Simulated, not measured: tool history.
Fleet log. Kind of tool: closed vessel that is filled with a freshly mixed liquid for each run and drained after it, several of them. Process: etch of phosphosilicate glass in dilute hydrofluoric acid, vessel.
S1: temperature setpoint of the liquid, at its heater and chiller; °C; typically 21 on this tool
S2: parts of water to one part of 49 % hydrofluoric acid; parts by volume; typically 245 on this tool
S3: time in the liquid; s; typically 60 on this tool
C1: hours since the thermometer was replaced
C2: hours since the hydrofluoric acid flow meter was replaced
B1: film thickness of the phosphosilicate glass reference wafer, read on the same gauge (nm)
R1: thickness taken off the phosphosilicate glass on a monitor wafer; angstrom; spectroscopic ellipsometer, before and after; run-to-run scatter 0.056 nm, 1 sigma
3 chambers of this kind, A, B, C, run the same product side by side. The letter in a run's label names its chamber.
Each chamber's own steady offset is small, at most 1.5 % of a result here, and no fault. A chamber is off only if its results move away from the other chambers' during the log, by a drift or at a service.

{"run": "1C", "hour": 12.9, "S1": 21, "S2": 245, "S3": 60, "C1": 894.0, "C2": 346.2, "B1": 69.997, "R1": 120.62}
{"run": "2B", "hour": 25.0, "S1": 21, "S2": 245, "S3": 60, "C1": 1349.1, "C2": 452.2, "B1": 69.983, "R1": 122.23}
{"run": "3A", "hour": 32.8, "S1": 21, "S2": 245, "S3": 60, "C1": 573.6, "C2": 1830.0, "B1": 70.012, "R1": 122.13}
{"run": "4A", "hour": 42.8, "S1": 21, "S2": 245, "S3": 60, "C1": 583.6, "C2": 1840.0, "B1": 70.004, "R1": 122.03}
{"run": "5C", "hour": 49.4, "S1": 21, "S2": 245, "S3": 60, "C1": 930.5, "C2": 382.7, "B1": 69.992, "R1": 121.18}
{"run": "6B", "hour": 60.1, "S1": 21, "S2": 245, "S3": 60, "C1": 1384.2, "C2": 487.3, "B1": 69.981, "R1": 120.96}
{"run": "7C", "hour": 67.4, "S1": 21, "S2": 170, "S3": 60, "C1": 948.5, "C2": 400.7, "B1": 70.016, "R1": 187.62}
{"run": "8B", "hour": 74.4, "S1": 21, "S2": 170, "S3": 60, "C1": 1398.5, "C2": 501.6, "B1": 70.015, "R1": 191.01}
{"run": "9A", "hour": 82.6, "S1": 21, "S2": 170, "S3": 60, "C1": 623.4, "C2": 1879.8, "B1": 70.006, "R1": 190.45}
{"run": "10B", "hour": 88.4, "S1": 21, "S2": 245, "S3": 60, "C1": 1412.5, "C2": 515.6, "B1": 70.014, "R1": 121.16}
{"run": "11A", "hour": 98.7, "S1": 21, "S2": 245, "S3": 60, "C1": 639.5, "C2": 1895.9, "B1": 70.0, "R1": 122.11}
{"run": "12C", "hour": 110.0, "S1": 21, "S2": 245, "S3": 60, "C1": 991.1, "C2": 443.3, "B1": 69.98, "R1": 120.78}
{"run": "13C", "hour": 120.5, "S1": 21, "S2": 245, "S3": 60, "C1": 1001.6, "C2": 453.8, "B1": 69.992, "R1": 121.07}
{"run": "14B", "hour": 129.0, "S1": 21, "S2": 245, "S3": 60, "C1": 1453.1, "C2": 556.2, "B1": 69.996, "R1": 121.01}
{"run": "15A", "hour": 136.2, "S1": 21, "S2": 245, "S3": 60, "C1": 677.0, "C2": 1933.4, "B1": 69.999, "R1": 121.51}
{"run": "16A", "hour": 144.9, "S1": 21, "S2": 245, "S3": 60, "C1": 685.7, "C2": 1942.1, "B1": 70.01, "R1": 122.32}
{"run": "17B", "hour": 151.3, "S1": 21, "S2": 245, "S3": 60, "C1": 1475.4, "C2": 578.5, "B1": 70.006, "R1": 120.99}
{"run": "18C", "hour": 164.2, "S1": 21, "S2": 245, "S3": 60, "C1": 1045.3, "C2": 497.5, "B1": 69.991, "R1": 120.88}
{"run": "19B", "hour": 170.2, "S1": 21, "S2": 245, "S3": 60, "C1": 1494.3, "C2": 597.4, "B1": 70.021, "R1": 120.17}
{"run": "20A", "hour": 181.9, "S1": 21, "S2": 245, "S3": 60, "C1": 722.7, "C2": 1979.1, "B1": 69.98, "R1": 121.13}
{"run": "21C", "hour": 187.7, "S1": 21, "S2": 245, "S3": 60, "C1": 1068.8, "C2": 521.0, "B1": 69.974, "R1": 120.53}
{"run": "22A", "hour": 200.3, "S1": 21, "S2": 245, "S3": 60, "C1": 741.1, "C2": 1997.5, "B1": 69.985, "R1": 121.95}
{"run": "23B", "hour": 211.0, "S1": 21, "S2": 245, "S3": 60, "C1": 1535.1, "C2": 638.2, "B1": 69.996, "R1": 121.87}
{"run": "24C", "hour": 219.2, "S1": 21, "S2": 245, "S3": 60, "C1": 1100.3, "C2": 552.5, "B1": 69.973, "R1": 122.23}
{"run": "25C", "hour": 231.2, "S1": 23, "S2": 245, "S3": 60, "C1": 1112.3, "C2": 564.5, "B1": 69.995, "R1": 130.77}
{"run": "26B", "hour": 240.4, "S1": 23, "S2": 245, "S3": 60, "C1": 1564.5, "C2": 667.6, "B1": 70.008, "R1": 131.11}
{"run": "27A", "hour": 250.6, "S1": 23, "S2": 245, "S3": 60, "C1": 791.4, "C2": 2047.8, "B1": 69.998, "R1": 129.85}
{"run": "28C", "hour": 258.2, "S1": 21, "S2": 245, "S3": 60, "C1": 1139.3, "C2": 591.5, "B1": 70.007, "R1": 120.94}
{"run": "29A", "hour": 266.5, "S1": 21, "S2": 245, "S3": 60, "C1": 807.3, "C2": 2063.7, "B1": 69.997, "R1": 123.03}
{"run": "30B", "hour": 273.4, "S1": 21, "S2": 245, "S3": 60, "C1": 1597.5, "C2": 700.6, "B1": 69.96, "R1": 121.39}
{"run": "31C", "hour": 281.8, "S1": 21, "S2": 245, "S3": 60, "C1": 1162.9, "C2": 615.1, "B1": 70.019, "R1": 120.92}
{"run": "32A", "hour": 293.1, "S1": 21, "S2": 245, "S3": 60, "C1": 833.9, "C2": 2090.3, "B1": 69.999, "R1": 121.86}
{"run": "33B", "hour": 299.8, "S1": 21, "S2": 245, "S3": 60, "C1": 1623.9, "C2": 727.0, "B1": 70.024, "R1": 121.53}
{"run": "34A", "hour": 306.2, "S1": 21, "S2": 245, "S3": 60, "C1": 847.0, "C2": 2103.4, "B1": 70.006, "R1": 121.98}
{"run": "35C", "hour": 319.1, "S1": 21, "S2": 245, "S3": 60, "C1": 1200.2, "C2": 652.4, "B1": 69.989, "R1": 120.89}

Has any chamber moved away from the others, gradually or after a service, or does the common gauge drift, or do the chambers differ only by their own small steady offsets? State the chamber and the most likely cause if one applies.

No chamber is off and the gauge is stable; the differences are just each chamber's small, constant offset.

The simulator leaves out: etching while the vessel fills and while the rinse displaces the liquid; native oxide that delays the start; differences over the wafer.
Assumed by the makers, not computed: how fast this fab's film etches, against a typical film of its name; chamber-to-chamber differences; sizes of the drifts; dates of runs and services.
